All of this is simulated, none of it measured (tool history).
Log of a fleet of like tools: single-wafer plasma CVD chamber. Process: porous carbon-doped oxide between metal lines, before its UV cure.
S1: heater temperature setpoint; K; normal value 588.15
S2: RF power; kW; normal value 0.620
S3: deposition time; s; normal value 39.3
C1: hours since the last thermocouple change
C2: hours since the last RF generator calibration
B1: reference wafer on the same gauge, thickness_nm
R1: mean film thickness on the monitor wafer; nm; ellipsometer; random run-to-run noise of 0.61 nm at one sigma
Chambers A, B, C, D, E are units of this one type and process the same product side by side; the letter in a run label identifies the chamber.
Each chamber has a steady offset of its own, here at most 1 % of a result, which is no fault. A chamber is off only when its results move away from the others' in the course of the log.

run 1A hour=8.2 | S1=588.15 S2=0.620 S3=39.3 | C1=272.7 C2=2421.1 | B1=202.14 | R1=223.31
run 2E hour=16.3 | S1=588.15 S2=0.620 S3=39.3 | C1=1551.6 C2=986.6 | B1=201.86 | R1=223.31
run 3C hour=22.2 | S1=588.15 S2=0.620 S3=39.3 | C1=1205.7 C2=1866.4 | B1=201.98 | R1=226.25
run 4B hour=27.5 | S1=588.15 S2=0.620 S3=39.3 | C1=1359.8 C2=201.5 | B1=201.95 | R1=224.37
run 5D hour=34.3 | S1=588.15 S2=0.620 S3=39.3 | C1=1392.1 C2=275.0 | B1=201.78 | R1=224.81
run 6E hour=42.4 | S1=588.15 S2=0.620 S3=39.3 | C1=1577.7 C2=1012.7 | B1=201.98 | R1=222.93
run 7B hour=50.3 | S1=588.15 S2=0.620 S3=39.3 | C1=1382.6 C2=224.3 | B1=201.92 | R1=224.36
run 8C hour=58.0 | S1=588.15 S2=0.620 S3=39.3 | C1=1241.5 C2=1902.2 | B1=202.07 | R1=225.90
run 9A hour=65.1 | S1=588.15 S2=0.620 S3=39.3 | C1=329.6 C2=2478.0 | B1=202.14 | R1=222.63
run 10D hour=73.7 | S1=588.15 S2=0.620 S3=39.3 | C1=1431.5 C2=314.4 | B1=201.91 | R1=223.54
run 11A hour=78.6 | S1=588.15 S2=0.620 S3=39.3 | C1=343.1 C2=2491.5 | B1=201.90 | R1=224.66
run 12D hour=85.4 | S1=588.15 S2=0.620 S3=39.3 | C1=1443.2 C2=326.1 | B1=202.04 | R1=223.27
-- hour=88.1 chamber E: thermocouple changed; heater temperature recalibrated
run 13C hour=93.4 | S1=588.15 S2=0.620 S3=39.3 | C1=1276.9 C2=1937.6 | B1=202.11 | R1=226.49
run 14B hour=100.2 | S1=588.15 S2=0.515 S3=42.7 | C1=1432.5 C2=274.2 | B1=201.85 | R1=214.61
run 15E hour=105.8 | S1=588.15 S2=0.515 S3=42.7 | C1=17.7 C2=1076.1 | B1=202.00 | R1=208.40
run 16A hour=113.5 | S1=588.15 S2=0.515 S3=42.7 | C1=378.0 C2=2526.4 | B1=202.02 | R1=214.57
run 17D hour=119.4 | S1=588.15 S2=0.515 S3=42.7 | C1=1477.2 C2=360.1 | B1=202.07 | R1=214.59
run 18C hour=128.2 | S1=588.15 S2=0.515 S3=42.7 | C1=1311.7 C2=1972.4 | B1=201.83 | R1=216.10
run 19E hour=133.2 | S1=588.15 S2=0.620 S3=39.3 | C1=45.1 C2=1103.5 | B1=201.99 | R1=216.57
run 20B hour=141.3 | S1=588.15 S2=0.520 S3=35.0 | C1=1473.6 C2=315.3 | B1=202.07 | R1=177.63
run 21A hour=149.7 | S1=588.15 S2=0.520 S3=35.0 | C1=414.2 C2=2562.6 | B1=201.97 | R1=176.70
run 22C hour=156.8 | S1=588.15 S2=0.520 S3=35.0 | C1=1340.3 C2=2001.0 | B1=201.97 | R1=179.67
run 23D hour=163.2 | S1=588.15 S2=0.520 S3=35.0 | C1=1521.0 C2=403.9 | B1=202.07 | R1=178.07
run 24E hour=169.0 | S1=588.15 S2=0.520 S3=35.0 | C1=80.9 C2=1139.3 | B1=201.99 | R1=172.78
-- hour=174.3 chamber C: RF generator calibrated
run 25B hour=176.4 | S1=588.15 S2=0.620 S3=39.3 | C1=1508.7 C2=350.4 | B1=202.02 | R1=225.69
run 26D hour=184.3 | S1=588.15 S2=0.620 S3=39.3 | C1=1542.1 C2=425.0 | B1=202.05 | R1=224.69
run 27B hour=190.3 | S1=588.15 S2=0.620 S3=39.3 | C1=1522.6 C2=364.3 | B1=201.94 | R1=224.90
run 28E hour=196.4 | S1=588.15 S2=0.620 S3=41.8 | C1=108.3 C2=1166.7 | B1=202.01 | R1=231.23
run 29A hour=203.3 | S1=588.15 S2=0.620 S3=41.8 | C1=467.8 C2=2616.2 | B1=201.99 | R1=237.69
run 30C hour=207.5 | S1=588.15 S2=0.620 S3=41.8 | C1=1391.0 C2=33.2 | B1=201.99 | R1=240.20
-- hour=209.5 chamber A: RF generator calibrated
run 31B hour=212.3 | S1=588.15 S2=0.620 S3=41.8 | C1=1544.6 C2=386.3 | B1=202.07 | R1=237.08
run 32A hour=217.4 | S1=588.15 S2=0.620 S3=41.8 | C1=481.9 C2=7.9 | B1=202.01 | R1=237.08
run 33E hour=225.1 | S1=588.15 S2=0.620 S3=39.3 | C1=137.0 C2=1195.4 | B1=201.95 | R1=217.48
run 34C hour=231.1 | S1=588.15 S2=0.620 S3=39.3 | C1=1414.6 C2=56.8 | B1=202.07 | R1=224.91
run 35D hour=237.3 | S1=588.15 S2=0.620 S3=39.3 | C1=1595.1 C2=478.0 | B1=201.99 | R1=223.97
run 36E hour=245.0 | S1=577.15 S2=0.620 S3=44.8 | C1=156.9 C2=1215.3 | B1=201.98 | R1=261.42
run 37D hour=250.6 | S1=577.15 S2=0.620 S3=44.8 | C1=1608.4 C2=491.3 | B1=202.05 | R1=271.95
run 38A hour=254.9 | S1=577.15 S2=0.620 S3=44.8 | C1=519.4 C2=45.4 | B1=201.97 | R1=270.50
run 39C hour=260.9 | S1=577.15 S2=0.620 S3=44.8 | C1=1444.4 C2=86.6 | B1=202.00 | R1=271.50
run 40B hour=265.0 | S1=577.15 S2=0.620 S3=44.8 | C1=1597.3 C2=439.0 | B1=201.90 | R1=269.85
run 41E hour=274.2 | S1=588.15 S2=0.620 S3=39.3 | C1=186.1 C2=1244.5 | B1=201.96 | R1=216.98
run 42A hour=281.6 | S1=588.15 S2=0.620 S3=39.3 | C1=546.1 C2=72.1 | B1=201.90 | R1=223.85

Each of the 5 chambers runs these same settings next. Fill in every chamber's results:
run 43A hour=288.2 | S1=583.15 S2=0.620 S3=39.3 | R1=?
run 43B hour=288.2 | S1=583.15 S2=0.620 S3=39.3 | R1=?
run 43C hour=288.2 | S1=583.15 S2=0.620 S3=39.3 | R1=?
run 43D hour=288.2 | S1=583.15 S2=0.620 S3=39.3 | R1=?
run 43E hour=288.2 | S1=583.15 S2=0.620 S3=39.3 | R1=?

run=43A R1=229.58
run=43B R1=230.69
run=43C R1=231.79
run=43D R1=229.98
run=43E R1=221.87

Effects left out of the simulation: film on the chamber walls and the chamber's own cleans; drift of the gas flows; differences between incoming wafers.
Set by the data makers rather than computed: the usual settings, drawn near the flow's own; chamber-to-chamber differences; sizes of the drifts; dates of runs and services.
